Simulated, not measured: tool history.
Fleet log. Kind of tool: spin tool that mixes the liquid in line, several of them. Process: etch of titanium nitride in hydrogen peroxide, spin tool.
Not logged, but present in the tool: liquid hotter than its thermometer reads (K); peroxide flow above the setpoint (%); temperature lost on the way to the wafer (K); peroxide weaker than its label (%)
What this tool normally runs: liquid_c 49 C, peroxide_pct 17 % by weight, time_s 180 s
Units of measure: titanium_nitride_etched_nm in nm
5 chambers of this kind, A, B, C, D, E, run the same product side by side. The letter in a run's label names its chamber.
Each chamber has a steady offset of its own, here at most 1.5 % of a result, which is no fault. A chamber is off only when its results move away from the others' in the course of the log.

run,hour,liquid_c,peroxide_pct,time_s,hours since the thermometer was replaced,hours since the peroxide flow meter was replaced,hours since the heated supply line was repaired,hours since the drum of peroxide was connected,"read-back film thickness of the titanium nitride reference wafer, read on the same gauge (nm)",titanium_nitride_etched_nm
1D,9.1,49,17,180,1276.3,470.8,920.8,669,30.014,6.7742
2B,22.3,49,17,180,350.1,547.9,462.7,517.8,29.979,6.8539
3A,35.5,49,17,180,269.8,66.6,2408.6,750.8,29.953,6.7735
4C,48.3,49,17,180,626.9,320.3,1068.4,209.1,30.045,6.6228
# hour 54.2: chamber B: peroxide flow meter replaced
5E,54.8,49,13,180,1469.4,1483.4,1568.5,537.2,30.017,6.398
6B,66.8,49,13,180,394.6,12.7,507.2,562.3,29.996,6.4191
# hour 67.2: chamber D: thermometer replaced
7E,75.4,49,13,180,1490,1504,1589.1,557.8,30.017,6.3896
8D,84.1,49,13,180,17,545.8,995.8,744,29.977,6.4131
9A,95.9,49,13,180,330.2,127,2469,811.2,29.998,6.378
10C,103.7,49,17,180,682.3,375.7,1123.8,264.5,29.992,6.6347
11C,113.6,49,17,180,692.2,385.6,1133.7,274.4,30.025,6.6642
12B,123.2,49,17,180,451,69.1,563.6,618.7,29.99,6.796
13A,136.8,49,17,180,371.1,167.9,2509.9,852.1,30.019,6.7571
14E,146.9,49,17,180,1561.5,1575.5,1660.6,629.3,29.983,6.7269
15D,154.8,49,17,180,87.7,616.5,1066.5,814.7,30.025,6.778
16C,162.3,49,17,180,740.9,434.3,1182.4,323.1,30.009,6.6895
17A,176.3,49,17,180,410.6,207.4,2549.4,891.6,29.958,6.7634
# hour 186.8: chamber B: new drum of peroxide connected
18D,188.3,49,17,180,121.2,650,1100,848.2,29.991,6.8051
19E,201.9,49,21,180,1616.5,1630.5,1715.6,684.3,29.983,7.0596
# hour 208.9: chamber C: new drum of peroxide connected
20B,214.7,49,21,180,542.5,160.6,655.1,28,29.998,7.1104
21B,221.8,49,21,180,549.6,167.7,662.2,35.1,29.979,7.1566
22D,233.5,49,21,180,166.4,695.2,1145.2,893.4,30.011,7.0992
23A,241.7,49,21,180,476,272.8,2614.8,957,29.984,7.0165
# hour 247.4: chamber A: thermometer replaced
24C,248.5,55,17,240,827.1,520.5,1268.6,39.7,30.04,13.609
25E,259.7,55,17,240,1674.3,1688.3,1773.4,742.1,29.987,13.862
26E,266.8,55,17,240,1681.4,1695.4,1780.5,749.2,30.012,13.856
27B,280.5,55,17,240,608.3,226.4,720.9,93.8,29.97,13.882
28D,287.6,55,17,240,220.5,749.3,1199.3,947.5,29.961,13.834
29A,298,49,17,180,50.6,329.1,2671.1,1013.3,29.991,6.7336
30C,307.6,49,17,180,886.2,579.6,1327.7,98.8,30.029,6.6473
# hour 309: chamber D: peroxide flow meter replaced
31D,316.6,45.5,17,280,249.5,7.6,1228.3,976.5,30,8.1619
# hour 318.3: chamber C: thermometer replaced
32C,322.7,45.5,17,280,4.5,594.7,1342.8,113.9,30.001,8.0249
33A,331.2,45.5,17,280,83.8,362.3,2704.3,1046.5,29.973,8.1178
34B,338.8,45.5,17,280,666.6,284.7,779.2,152.1,29.987,8.2326

Next, all 5 chambers run the settings below, one line each with question marks for the results. What does each chamber give?
35A,348.8,49,17,180,,,,,,?
35B,348.8,49,17,180,,,,,,?
35C,348.8,49,17,180,,,,,,?
35D,348.8,49,17,180,,,,,,?
35E,348.8,49,17,180,,,,,,?

run,titanium_nitride_etched_nm
35A,6.7574
35B,6.7904
35C,6.6787
35D,6.7874
35E,6.7701

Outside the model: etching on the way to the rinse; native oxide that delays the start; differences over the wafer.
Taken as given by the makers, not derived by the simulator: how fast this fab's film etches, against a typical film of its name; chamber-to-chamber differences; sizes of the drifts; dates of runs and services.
